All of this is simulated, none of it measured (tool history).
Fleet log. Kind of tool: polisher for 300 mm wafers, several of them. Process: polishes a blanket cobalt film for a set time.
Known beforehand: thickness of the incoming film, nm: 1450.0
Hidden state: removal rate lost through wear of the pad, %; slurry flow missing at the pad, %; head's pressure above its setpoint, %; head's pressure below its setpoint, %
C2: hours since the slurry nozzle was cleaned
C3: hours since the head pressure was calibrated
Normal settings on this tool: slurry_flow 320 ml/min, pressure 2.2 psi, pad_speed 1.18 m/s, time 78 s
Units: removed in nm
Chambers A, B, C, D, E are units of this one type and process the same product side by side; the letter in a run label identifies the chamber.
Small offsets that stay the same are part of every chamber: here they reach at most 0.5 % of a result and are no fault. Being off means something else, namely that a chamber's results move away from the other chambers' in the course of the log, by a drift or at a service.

At day 0.054: chamber D: worn pad replaced by a new one.
Run 1C, day 0.312: usual settings; wafers polished on this pad 89; C2 158.4; C3 1023.7. Result: removed 488.26 nm.
Run 2B, day 0.542: usual settings; wafers polished on this pad 264; C2 20.2; C3 153.6. Result: removed 494.82 nm.
Run 3A, day 0.779: usual settings; wafers polished on this pad 965; C2 522.7; C3 610.6. Result: removed 495.00 nm.
At day 0.867: chamber E: worn pad replaced by a new one.
Run 4E, day 0.979: usual settings; wafers polished on this pad 31; C2 352.6; C3 626.3. Result: removed 498.32 nm.
Run 5D, day 1.179: usual settings; wafers polished on this pad 307; C2 265.8; C3 567.4. Result: removed 489.57 nm.
Run 6E, day 1.346: usual settings; wafers polished on this pad 131; C2 361.4; C3 635.1. Result: removed 491.85 nm.
Run 7D, day 1.654: usual settings; wafers polished on this pad 437; C2 277.2; C3 578.8. Result: removed 488.51 nm.
Run 8A, day 1.808: usual settings; wafers polished on this pad 1246; C2 547.4; C3 635.3. Result: removed 490.54 nm.
Run 9C, day 1.958: usual settings; wafers polished on this pad 539; C2 197.9; C3 1063.2. Result: removed 488.17 nm.
Run 10B, day 2.108: usual settings but slurry_flow 400 ml/min, time 65 s; wafers polished on this pad 692; C2 57.8; C3 191.2. Result: removed 421.00 nm.
Run 11B, day 2.262: usual settings but slurry_flow 400 ml/min, time 65 s; wafers polished on this pad 734; C2 61.5; C3 194.9. Result: removed 423.28 nm.
Run 12A, day 2.579: usual settings but slurry_flow 400 ml/min, time 65 s; wafers polished on this pad 1457; C2 565.9; C3 653.8. Result: removed 416.48 nm.
Run 13C, day 2.738: usual settings but slurry_flow 400 ml/min, time 65 s; wafers polished on this pad 752; C2 216.6; C3 1081.9. Result: removed 413.41 nm.
Run 14E, day 2.946: usual settings but slurry_flow 400 ml/min, time 65 s; wafers polished on this pad 568; C2 399.8; C3 673.5. Result: removed 411.09 nm.
Run 15D, day 3.212: usual settings but pressure 2.4 psi; wafers polished on this pad 863; C2 314.6; C3 616.2. Result: removed 534.73 nm.
Run 16E, day 3.421: usual settings but pressure 2.4 psi; wafers polished on this pad 698; C2 411.2; C3 684.9. Result: removed 537.65 nm.
At day 3.425: chamber A: worn pad replaced by a new one.
At day 3.508: chamber C: head pressure recalibrated.
Run 17A, day 3.712: usual settings but pressure 2.4 psi; wafers polished on this pad 78; C2 593.1; C3 681.0. Result: removed 540.42 nm.
At day 3.775: chamber B: worn pad replaced by a new one.
At day 3.846: chamber E: worn pad replaced by a new one.
At day 3.967: chamber C: worn pad replaced by a new one.
Run 18B, day 3.983: usual settings but pressure 2.4 psi; wafers polished on this pad 57; C2 102.8; C3 236.2. Result: removed 518.18 nm.
Run 19D, day 4.204: usual settings but pressure 2.4 psi; wafers polished on this pad 1134; C2 338.4; C3 640.0. Result: removed 538.34 nm.
Run 20C, day 4.354: usual settings; wafers polished on this pad 106; C2 255.4; C3 20.4. Result: removed 489.91 nm.
Run 21A, day 4.546: usual settings; wafers polished on this pad 306; C2 613.1; C3 701.0. Result: removed 489.63 nm.
Run 22E, day 4.733: usual settings; wafers polished on this pad 243; C2 442.7; C3 716.4. Result: removed 496.28 nm.
At day 4.742: chamber A: slurry nozzle cleaned.
Run 23D, day 4.917: usual settings but pressure 1.6 psi; wafers polished on this pad 1329; C2 355.5; C3 657.1. Result: removed 355.65 nm.
Run 24C, day 5.054: usual settings but pressure 1.6 psi; wafers polished on this pad 297; C2 272.2; C3 37.2. Result: removed 353.02 nm.
At day 5.175: chamber D: worn pad replaced by a new one.
Run 25B, day 5.288: usual settings but pressure 1.6 psi; wafers polished on this pad 414; C2 134.1; C3 267.5. Result: removed 339.37 nm.
Run 26E, day 5.575: usual settings but pressure 1.6 psi; wafers polished on this pad 473; C2 462.9; C3 736.6. Result: removed 357.30 nm.
Run 27C, day 5.833: usual settings but pressure 1.6 psi; wafers polished on this pad 510; C2 290.9; C3 55.9. Result: removed 358.45 nm.
Run 28A, day 6.046: usual settings; wafers polished on this pad 716; C2 31.4; C3 737.0. Result: removed 492.75 nm.
Run 29D, day 6.325: usual settings; wafers polished on this pad 315; C2 389.3; C3 690.9. Result: removed 484.62 nm.
Run 30B, day 6.633: usual settings; wafers polished on this pad 782; C2 166.4; C3 299.8. Result: removed 455.80 nm.
Run 31C, day 6.850: usual settings; wafers polished on this pad 788; C2 315.3; C3 80.3. Result: removed 491.83 nm.

For the next run the whole fleet of 5 chambers uses the same settings. Give each chamber's results:
Run 32A, day 7.075: usual settings but pressure 2.9 psi. Result: removed ?.
Run 32B, day 7.075: usual settings but pressure 2.9 psi. Result: removed ?.
Run 32C, day 7.075: usual settings but pressure 2.9 psi. Result: removed ?.
Run 32D, day 7.075: usual settings but pressure 2.9 psi. Result: removed ?.
Run 32E, day 7.075: usual settings but pressure 2.9 psi. Result: removed ?.

run  removed
32A   649.18
32B   591.57
32C   653.69
32D   640.21
32E   648.52
